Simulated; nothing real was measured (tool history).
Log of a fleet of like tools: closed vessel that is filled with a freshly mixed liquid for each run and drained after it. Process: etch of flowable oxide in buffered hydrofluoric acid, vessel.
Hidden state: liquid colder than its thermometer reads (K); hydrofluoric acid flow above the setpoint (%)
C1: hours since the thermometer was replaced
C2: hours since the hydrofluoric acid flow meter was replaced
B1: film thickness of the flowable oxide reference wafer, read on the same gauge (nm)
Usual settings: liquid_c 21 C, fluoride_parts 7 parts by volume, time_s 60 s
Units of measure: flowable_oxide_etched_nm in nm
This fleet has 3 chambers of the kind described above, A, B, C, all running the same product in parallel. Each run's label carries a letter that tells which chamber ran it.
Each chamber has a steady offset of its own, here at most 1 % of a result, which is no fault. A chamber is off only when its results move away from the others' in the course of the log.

{"run": "1A", "hour": 3.2, "liquid_c": 21, "fluoride_parts": 7, "time_s": 60, "C1": 1674.4, "C2": 480.1, "B1": 139.99, "flowable_oxide_etched_nm": 213.35}
{"run": "2B", "hour": 8.7, "liquid_c": 21, "fluoride_parts": 7, "time_s": 60, "C1": 146, "C2": 721.1, "B1": 139.94, "flowable_oxide_etched_nm": 208.93}
{"run": "3C", "hour": 11.6, "liquid_c": 21, "fluoride_parts": 7, "time_s": 60, "C1": 734.4, "C2": 17.8, "B1": 140.03, "flowable_oxide_etched_nm": 209.95}
{"run": "4B", "hour": 15.9, "liquid_c": 21, "fluoride_parts": 7, "time_s": 60, "C1": 153.2, "C2": 728.3, "B1": 140.05, "flowable_oxide_etched_nm": 212.18}
{"run": "5A", "hour": 21.3, "liquid_c": 21, "fluoride_parts": 7, "time_s": 60, "C1": 1692.5, "C2": 498.2, "B1": 139.99, "flowable_oxide_etched_nm": 215.13}
{"run": "6C", "hour": 24.7, "liquid_c": 21, "fluoride_parts": 7, "time_s": 60, "C1": 747.5, "C2": 30.9, "B1": 140, "flowable_oxide_etched_nm": 214.13}
{"run": "7B", "hour": 30.6, "liquid_c": 21, "fluoride_parts": 7, "time_s": 60, "C1": 167.9, "C2": 743, "B1": 139.94, "flowable_oxide_etched_nm": 212.9}
{"run": "8A", "hour": 35.6, "liquid_c": 21, "fluoride_parts": 7, "time_s": 60, "C1": 1706.8, "C2": 512.5, "B1": 140.03, "flowable_oxide_etched_nm": 212}
{"run": "9C", "hour": 39.8, "liquid_c": 21, "fluoride_parts": 7, "time_s": 60, "C1": 762.6, "C2": 46, "B1": 139.97, "flowable_oxide_etched_nm": 214.78}
{"run": "10B", "hour": 46.3, "liquid_c": 21, "fluoride_parts": 7, "time_s": 60, "C1": 183.6, "C2": 758.7, "B1": 140.05, "flowable_oxide_etched_nm": 212.04}
{"run": "11C", "hour": 49.6, "liquid_c": 21, "fluoride_parts": 7, "time_s": 60, "C1": 772.4, "C2": 55.8, "B1": 140.02, "flowable_oxide_etched_nm": 210.63}
{"run": "12A", "hour": 55.4, "liquid_c": 21, "fluoride_parts": 7, "time_s": 60, "C1": 1726.6, "C2": 532.3, "B1": 139.94, "flowable_oxide_etched_nm": 212.3}
{"run": "13C", "hour": 58.9, "liquid_c": 21, "fluoride_parts": 7, "time_s": 60, "C1": 781.7, "C2": 65.1, "B1": 140.03, "flowable_oxide_etched_nm": 210.47}
{"run": "14A", "hour": 63.7, "liquid_c": 21, "fluoride_parts": 7, "time_s": 60, "C1": 1734.9, "C2": 540.6, "B1": 140, "flowable_oxide_etched_nm": 212.91}
{"run": "15B", "hour": 68.4, "liquid_c": 21, "fluoride_parts": 7, "time_s": 60, "C1": 205.7, "C2": 780.8, "B1": 140.03, "flowable_oxide_etched_nm": 213.41}
{"run": "16B", "hour": 72.3, "liquid_c": 21, "fluoride_parts": 7, "time_s": 60, "C1": 209.6, "C2": 784.7, "B1": 140.04, "flowable_oxide_etched_nm": 208}
{"run": "17C", "hour": 77.9, "liquid_c": 21, "fluoride_parts": 7, "time_s": 60, "C1": 800.7, "C2": 84.1, "B1": 139.95, "flowable_oxide_etched_nm": 215.79}
{"run": "18A", "hour": 82.0, "liquid_c": 21, "fluoride_parts": 7, "time_s": 60, "C1": 1753.2, "C2": 558.9, "B1": 140.01, "flowable_oxide_etched_nm": 209.75}
{"run": "19C", "hour": 88.2, "liquid_c": 21, "fluoride_parts": 7, "time_s": 60, "C1": 811, "C2": 94.4, "B1": 140, "flowable_oxide_etched_nm": 214.43}
{"run": "20A", "hour": 93.4, "liquid_c": 21, "fluoride_parts": 5.5, "time_s": 60, "C1": 1764.6, "C2": 570.3, "B1": 139.99, "flowable_oxide_etched_nm": 261.6}
{"run": "21B", "hour": 99.9, "liquid_c": 21, "fluoride_parts": 5.5, "time_s": 60, "C1": 237.2, "C2": 812.3, "B1": 140.01, "flowable_oxide_etched_nm": 262.09}

Is one chamber off against the others, does the gauge drift, or is nothing wrong? If a chamber is off, say which, and what the likeliest cause is.

No chamber stands off beyond its own small offset, and the gauge holds steady.
